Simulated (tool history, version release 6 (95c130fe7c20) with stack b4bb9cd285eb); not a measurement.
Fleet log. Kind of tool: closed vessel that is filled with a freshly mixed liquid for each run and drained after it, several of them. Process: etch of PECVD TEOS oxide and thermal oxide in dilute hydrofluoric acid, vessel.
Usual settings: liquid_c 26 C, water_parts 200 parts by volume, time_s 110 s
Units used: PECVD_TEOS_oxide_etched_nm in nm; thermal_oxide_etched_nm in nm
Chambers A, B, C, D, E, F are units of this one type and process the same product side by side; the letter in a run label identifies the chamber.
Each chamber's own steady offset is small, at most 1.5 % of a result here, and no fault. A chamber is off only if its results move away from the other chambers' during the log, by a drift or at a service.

run,hour,liquid_c,water_parts,time_s,hours since the thermometer was replaced,hours since the hydrofluoric acid flow meter was replaced,"read-back film thickness of the PECVD TEOS oxide reference wafer, read on the same gauge (nm)","read-back film thickness of the thermal oxide reference wafer, read on the same gauge (nm)",PECVD_TEOS_oxide_etched_nm,thermal_oxide_etched_nm
1B,10,26,200,110,985.6,17.6,109.99,49.994,7.9849,2.4196
# hour 18.6: chamber C: thermometer replaced
2D,25.1,26,200,110,246.2,625.6,110,50.02,7.8637,2.4099
3F,32.7,26,200,110,928.4,441.4,109.97,50.007,7.8487,2.4183
4E,47.8,26,200,110,743.6,545.9,109.99,49.997,7.9172,2.4343
5C,60.3,26,200,110,41.8,656.8,109.98,50.006,8.0806,2.453
6A,71.2,26,200,110,480.8,526.6,109.96,50.011,8.0057,2.3937
7D,81.5,26,200,110,302.6,682,110.02,49.995,7.9548,2.4976
8F,91.5,26,200,110,987.2,500.2,110,50.004,7.8671,2.4128
9E,104.3,26,200,110,800.1,602.4,110,50.01,7.8974,2.4275
10C,111.6,26,200,110,93.1,708.1,110.01,50.014,8.0762,2.4357
11B,125.3,26,200,110,1100.9,132.9,110,49.998,7.9747,2.4425
12A,132.6,26,200,110,542.2,588,109.99,49.984,7.9937,2.4168
13A,145.1,26,200,110,554.7,600.5,109.97,49.99,7.9802,2.4028
14B,160.3,27.5,245,110,1135.9,167.9,110,50.01,6.514,1.9275
15E,176.4,27.5,245,110,872.2,674.5,109.99,49.999,6.4934,1.9774
16D,191.6,27.5,245,110,412.7,792.1,109.99,49.982,6.4806,2.0057
17C,205.6,27.5,245,110,187.1,802.1,109.99,49.989,6.6084,2.0255
18F,212.8,27.5,245,110,1108.5,621.5,110.01,50.002,6.4127,2.0248
19E,222.9,27.5,245,110,918.7,721,110.02,49.993,6.5062,2.0059
20B,236.4,26,200,110,1212,244,110,50.005,7.9676,2.3738
21C,252.5,26,200,110,234,849,110,50.007,8.0156,2.3696
22F,264.8,26,290,170,1160.5,673.5,110,49.986,7.6479,2.3196
# hour 273.3: chamber E: hydrofluoric acid flow meter replaced
23A,280.2,26,290,170,689.8,735.6,109.96,50.012,7.8219,2.3547
24D,287.4,26,290,170,508.5,887.9,109.98,50.007,7.6018,2.3588
25F,303.4,26,290,170,1199.1,712.1,109.99,50.002,7.5331,2.3639
26A,315,26,290,170,724.6,770.4,109.99,50.015,7.7464,2.3625
27E,322.4,26,290,170,1018.2,49.2,109.99,49.997,7.6826,2.3388
28B,331.7,26,200,110,1307.3,339.3,109.99,49.992,7.9452,2.3764
29C,343.3,26,280,110,324.8,939.8,110.01,49.997,5.2828,1.6194
30D,358.8,26,280,110,579.9,959.3,110.02,49.993,5.1605,1.5911
31A,370.6,26,280,110,780.2,826,109.98,50.009,5.2627,1.5432
32C,379.1,26,280,110,360.6,975.6,109.99,50.006,5.312,1.6131
33D,395.4,26,280,110,616.5,995.9,110.01,49.995,5.1627,1.5619
34E,403,26,280,110,1098.8,129.8,109.98,49.995,5.2329,1.5421
35F,411.8,26,200,110,1307.5,820.5,110.01,50.001,7.858,2.4473
36B,420.5,26,200,110,1396.1,428.1,110,50.007,7.9536,2.4628
# hour 426.6: chamber C: hydrofluoric acid flow meter replaced
37B,430.9,26,200,110,1406.5,438.5,110.01,50.002,8.0026,2.3125
38C,443,26,200,110,424.5,16.5,110.01,50.005,8.0357,2.4165
39A,458.2,26,200,110,867.8,913.6,110.01,49.999,7.9774,2.4067

All 6 chambers run these settings next. Forecast each chamber's results:
40A,470,26,200,110,,,,,?,?
40B,470,26,200,110,,,,,?,?
40C,470,26,200,110,,,,,?,?
40D,470,26,200,110,,,,,?,?
40E,470,26,200,110,,,,,?,?
40F,470,26,200,110,,,,,?,?

run,PECVD_TEOS_oxide_etched_nm,thermal_oxide_etched_nm
40A,7.9653,2.4201
40B,8.0386,2.4266
40C,8.0198,2.4242
40D,7.91,2.4703
40E,7.9777,2.421
40F,7.926,2.3936
